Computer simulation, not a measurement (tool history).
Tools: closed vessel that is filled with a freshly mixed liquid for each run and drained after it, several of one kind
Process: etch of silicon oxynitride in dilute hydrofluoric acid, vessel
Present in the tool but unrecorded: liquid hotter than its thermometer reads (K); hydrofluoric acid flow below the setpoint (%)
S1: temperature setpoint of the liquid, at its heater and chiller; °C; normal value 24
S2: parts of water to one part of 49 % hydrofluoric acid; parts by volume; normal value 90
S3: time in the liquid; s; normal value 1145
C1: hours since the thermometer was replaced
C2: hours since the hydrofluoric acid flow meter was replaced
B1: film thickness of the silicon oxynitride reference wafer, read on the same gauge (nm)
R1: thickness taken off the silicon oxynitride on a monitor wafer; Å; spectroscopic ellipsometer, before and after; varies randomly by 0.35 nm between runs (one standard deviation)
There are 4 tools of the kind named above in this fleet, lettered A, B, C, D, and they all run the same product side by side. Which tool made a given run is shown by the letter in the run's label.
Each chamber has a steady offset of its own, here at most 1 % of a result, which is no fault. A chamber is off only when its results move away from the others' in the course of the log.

run	hour	S1	S2	S3	C1	C2	B1	R1
1C	3.7	24	90	1145	1065.9	1266.1	110.01	469.09
2B	8.9	24	90	1145	1731.4	2185.1	109.97	470.2
3A	13.6	24	90	1145	1912.8	838.5	110	476.18
4D	16.3	24	90	1145	117.4	1092.6	109.98	474.85
5D	19.9	24	90	1145	121	1096.2	110.01	476.98
6C	24.9	24	90	1145	1087.1	1287.3	109.99	468.47
7B	28.6	24	90	1145	1751.1	2204.8	110	469.04
8A	31.7	24	90	1145	1930.9	856.6	109.97	478.76
9A	36.2	24	90	1145	1935.4	861.1	110.02	477.91
10C	39.1	24	90	1145	1101.3	1301.5	109.99	472.04
11D	43	24	90	1145	144.1	1119.3	109.97	465.02
12B	45.9	24	90	1145	1768.4	2222.1	109.98	477.62
13B	49.8	26	90	1145	1772.3	2226	109.99	513.82
14A	54.1	26	90	1145	1953.3	879	110.01	517.82
15C	57.2	26	90	1145	1119.4	1319.6	110.05	511.02
16D	60.2	26	90	1145	161.3	1136.5	109.99	525.21
17B	65.2	24	90	1145	1787.7	2241.4	109.99	474.26
18D	69.8	24	90	1145	170.9	1146.1	110.02	465.78
19C	74.6	24	90	1145	1136.8	1337	109.98	469
20A	78.8	24	90	1145	1978	903.7	110	464.21
21D	81.8	22.5	90	1145	182.9	1158.1	109.99	441.62
# hour 83.2: chamber B: thermometer replaced
22B	85.2	22.5	90	1145	2.1	2261.4	110.01	432.83
23A	87.5	22.5	90	1145	1986.7	912.4	110.03	425.31
24C	91	22.5	90	1145	1153.2	1353.4	109.98	437.34
25C	96.2	24	90	1145	1158.4	1358.6	110.02	479.09
26A	100.1	24	90	1145	1999.3	925	110	455.27
27D	104.4	24	90	1145	205.5	1180.7	110.05	471.24
28B	107.4	28.5	90	1145	24.3	2283.6	110.05	591.26
29B	112.2	28.5	90	1145	29.1	2288.4	110.02	589.98
30C	114.9	28.5	90	1145	1177.1	1377.3	110	583.81
31D	119.6	28.5	90	1145	220.7	1195.9	110.01	578.65
32A	123.6	24	90	1145	2022.8	948.5	110.01	437.4
33A	126.7	24	90	1145	2025.9	951.6	109.98	441.19
34B	131.9	24	90	1145	48.8	2308.1	110.03	468.68
35D	135.1	24	115	690	236.2	1211.4	109.98	216.42
36C	139.9	24	115	690	1202.1	1402.3	110.01	220.41
37D	143.4	24	115	690	244.5	1219.7	110.02	216.95
38B	146.1	24	115	690	63	2322.3	110.03	218.59
39A	150.3	24	90	1145	2049.5	975.2	110	428.14

Read the log: is a single chamber off, either drifting away or since a service, is the gauge that measures every chamber drifting, or is nothing wrong beyond small per-chamber offsets? Name any odd chamber and what most likely caused it.

Little by little, chamber A moves away from the other chambers.
Most likely cause: hydrofluoric acid flow below the setpoint (%) = 9.36.
From this log alone, it may not be told apart from: liquid colder than its thermometer reads (K).

Here are 4 candidates for chamber A's next run, each the usual settings with a change, their results left as question marks. Which one brings its results back in line with what the others give on the usual settings?
Maximum distance from the other chambers' mean on the usual settings for a result to count as in line: R1 12 Å
40A-1	154.1	24	90	1180				?
40A-2	154.1	24	90	1120				?
40A-3	154.1	24	85	1195				?
40A-4	154.1	22	90	1145				?

Other chambers, usual settings, mean: R1 471.67 Å
run	R1
40A-1	440.37
40A-2	417.98
40A-3	474.03
40A-4	388.83
With 40A-3, the chamber falls back in line with the rest.
